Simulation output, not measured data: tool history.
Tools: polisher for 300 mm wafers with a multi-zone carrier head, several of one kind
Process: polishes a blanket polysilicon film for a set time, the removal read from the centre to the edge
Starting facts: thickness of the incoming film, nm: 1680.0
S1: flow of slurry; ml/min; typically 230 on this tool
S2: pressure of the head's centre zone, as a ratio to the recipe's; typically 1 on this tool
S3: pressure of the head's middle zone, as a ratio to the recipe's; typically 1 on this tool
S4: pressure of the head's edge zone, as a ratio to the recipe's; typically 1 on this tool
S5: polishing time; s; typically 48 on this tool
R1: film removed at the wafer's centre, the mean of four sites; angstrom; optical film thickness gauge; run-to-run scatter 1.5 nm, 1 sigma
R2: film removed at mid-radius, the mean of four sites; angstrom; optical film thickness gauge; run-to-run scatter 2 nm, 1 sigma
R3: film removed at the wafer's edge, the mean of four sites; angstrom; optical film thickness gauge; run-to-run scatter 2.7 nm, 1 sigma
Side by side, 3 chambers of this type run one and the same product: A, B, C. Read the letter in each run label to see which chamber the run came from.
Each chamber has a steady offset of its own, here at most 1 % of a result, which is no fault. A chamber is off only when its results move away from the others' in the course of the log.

run 1C hour=7.9 | S1=230 S2=1 S3=1 S4=1 S5=48 | R1=2027.4 R2=2025.1 R3=2021.1
run 2B hour=14.3 | S1=230 S2=1 S3=1 S4=1 S5=48 | R1=1996.6 R2=2036.2 R3=2012.8
run 3A hour=21.6 | S1=230 S2=1 S3=1 S4=1 S5=48 | R1=2021 R2=1997.3 R3=2015.3
run 4A hour=31.8 | S1=230 S2=1 S3=1 S4=1 S5=48 | R1=2028.7 R2=1992.2 R3=2011.5
-- hour=36 chamber C: worn pad replaced by a new one
run 5B hour=38.3 | S1=230 S2=1 S3=1 S4=1 S5=48 | R1=2002.9 R2=1977.2 R3=2016.3
run 6C hour=45.4 | S1=230 S2=1 S3=1 S4=1 S5=48 | R1=2025.9 R2=2052.9 R3=2046.5
-- hour=49.9 chamber A: worn pad replaced by a new one
run 7A hour=54.6 | S1=230 S2=1 S3=1 S4=1 S5=48 | R1=2028.6 R2=2005.5 R3=1968.6
run 8B hour=61.9 | S1=230 S2=1 S3=1 S4=1 S5=48 | R1=2022.6 R2=2056.2 R3=2013.5
run 9C hour=69.1 | S1=230 S2=1 S3=1 S4=1 S5=48 | R1=2024.6 R2=2004.1 R3=1982.8
-- hour=70.7 chamber A: slurry nozzle cleaned
run 10B hour=75.6 | S1=230 S2=1 S3=1 S4=1 S5=48 | R1=1988.3 R2=1995.2 R3=1998.3
run 11A hour=84.1 | S1=230 S2=1 S3=1 S4=1 S5=48 | R1=2049.1 R2=2022.5 R3=1952.6
-- hour=91.8 chamber C: slurry nozzle cleaned
run 12C hour=92.5 | S1=230 S2=1 S3=1 S4=1 S5=48 | R1=2014.1 R2=2037.5 R3=2062.1
run 13C hour=102.8 | S1=230 S2=1 S3=1 S4=1 S5=48 | R1=2006.9 R2=2038.2 R3=2037.5
-- hour=104.2 chamber C: worn pad replaced by a new one
run 14A hour=110.4 | S1=230 S2=1.07 S3=1 S4=1.11 S5=48 | R1=2209 R2=1974.2 R3=2143.4
-- hour=120.1 chamber A: worn pad replaced by a new one
run 15B hour=120.7 | S1=230 S2=1.07 S3=1 S4=1.11 S5=48 | R1=2124.3 R2=1996 R3=2085
run 16C hour=130.4 | S1=230 S2=1.07 S3=1 S4=1.11 S5=48 | R1=2175.7 R2=2041.6 R3=2119.8
run 17B hour=143.3 | S1=230 S2=1 S3=1 S4=1 S5=48 | R1=1970 R2=1954.5 R3=1956.8
run 18A hour=153.8 | S1=230 S2=1 S3=1 S4=1 S5=48 | R1=1995.3 R2=2012.1 R3=2019
run 19B hour=164.3 | S1=230 S2=1 S3=1 S4=1 S5=48 | R1=1968.7 R2=1952.8 R3=1970
-- hour=172.4 chamber C: worn pad replaced by a new one
run 20A hour=172.7 | S1=230 S2=1 S3=1 S4=1 S5=48 | R1=2030.6 R2=2003.8 R3=2030.6
run 21C hour=182.1 | S1=230 S2=1 S3=1 S4=1 S5=48 | R1=2023.9 R2=2002 R3=1993.7
-- hour=187.7 chamber A: worn pad replaced by a new one
run 22A hour=189.5 | S1=230 S2=1 S3=1 S4=1 S5=48 | R1=2037.5 R2=1997.1 R3=2023.5
-- hour=201 chamber B: centre zone pressure recalibrated
run 23C hour=201.6 | S1=230 S2=1 S3=1 S4=1 S5=48 | R1=2026.1 R2=2054.5 R3=1984.5
run 24B hour=210.1 | S1=230 S2=0.91 S3=1 S4=1 S5=60 | R1=2211.3 R2=2414.9 R3=2440.2
run 25B hour=216.1 | S1=230 S2=0.91 S3=1 S4=1 S5=60 | R1=2189.9 R2=2430.7 R3=2473.7
run 26C hour=222.3 | S1=230 S2=0.91 S3=1 S4=1 S5=60 | R1=2291.3 R2=2527.4 R3=2440.1
run 27A hour=234.4 | S1=230 S2=1 S3=1 S4=1 S5=48 | R1=2050.1 R2=2016.1 R3=2007.6
run 28B hour=243.8 | S1=230 S2=1 S3=1 S4=1 S5=48 | R1=1959.9 R2=1926.9 R3=1949
-- hour=246.2 chamber C: worn pad replaced by a new one
run 29C hour=257 | S1=230 S2=1 S3=1 S4=1 S5=48 | R1=2009.5 R2=2028.2 R3=1995.7
-- hour=258.9 chamber A: worn pad replaced by a new one
run 30A hour=265.6 | S1=230 S2=1 S3=1 S4=1 S5=48 | R1=2046.4 R2=2005.1 R3=1983.4
run 31A hour=274.9 | S1=230 S2=1 S3=1 S4=1 S5=48 | R1=2035.5 R2=1995.3 R3=2008.7
run 32C hour=284.9 | S1=305 S2=1 S3=1 S4=1 S5=48 | R1=2103.1 R2=2105.5 R3=2036.8
run 33B hour=294.9 | S1=305 S2=1 S3=1 S4=1 S5=48 | R1=2028 R2=1979 R3=1945.2
run 34C hour=301.2 | S1=305 S2=1 S3=1 S4=1 S5=48 | R1=2059 R2=2091 R3=2061
-- hour=307.1 chamber C: slurry nozzle cleaned
run 35B hour=313.7 | S1=230 S2=1 S3=1 S4=1 S5=48 | R1=1899.3 R2=1933.8 R3=1922.8
-- hour=314 chamber C: centre zone pressure recalibrated
-- hour=317.6 chamber C: worn pad replaced by a new one
run 36A hour=322.9 | S1=230 S2=1 S3=1 S4=1 S5=48 | R1=2038.6 R2=2041.5 R3=2042.9
run 37C hour=335.1 | S1=230 S2=1 S3=1 S4=1 S5=48 | R1=2040.1 R2=2020.2 R3=2044.1
-- hour=342.8 chamber A: worn pad replaced by a new one
run 38A hour=347.4 | S1=230 S2=1 S3=1 S4=1 S5=48 | R1=1996.9 R2=2028.2 R3=1987
run 39B hour=355.7 | S1=230 S2=1 S3=1 S4=1 S5=48 | R1=1904.6 R2=1904.4 R3=1957.2

Read the log: is a single chamber off, either drifting away or since a service, is the gauge that measures every chamber drifting, or is nothing wrong beyond small per-chamber offsets? Name any odd chamber and what most likely caused it.

Chamber B drifts away from the others.
Likeliest cause: removal rate lost through wear of the pad, % = 5.6.
With only this log, it may be confused with: slurry flow missing at the pad, %.

Below are 4 candidate recipes for chamber B's next run, each the usual settings with a change, their results shown as question marks. Which of them brings B's results back in line with what the other chambers give on the usual settings?
In-line tolerance around the mean of the other chambers on the usual settings: R1 53 angstrom; R2 69 angstrom; R3 96 angstrom
run 40B-1 hour=365.1 | S1=230 S2=1 S3=1 S4=1 S5=51 | R1=? R2=? R3=?
run 40B-2 hour=365.1 | S1=235 S2=1.01 S3=1 S4=1 S5=54 | R1=? R2=? R3=?
run 40B-3 hour=365.1 | S1=230 S2=1 S3=1 S4=1 S5=45 | R1=? R2=? R3=?
run 40B-4 hour=365.1 | S1=225 S2=0.99 S3=1 S4=1 S5=43 | R1=? R2=? R3=?

Other chambers, usual settings, mean: R1 2024.9 angstrom; R2 2016.3 angstrom; R3 2009 angstrom
run=40B-1 R1=2027.7 R2=2008.3 R3=2011.5
run=40B-2 R1=2177.3 R2=2132 R3=2134.1
run=40B-3 R1=1789.2 R2=1772 R3=1774.9
run=40B-4 R1=1685.4 R2=1688.6 R3=1692.4
The answer is 40B-1, which returns the chamber to within the allowed miss of the others.
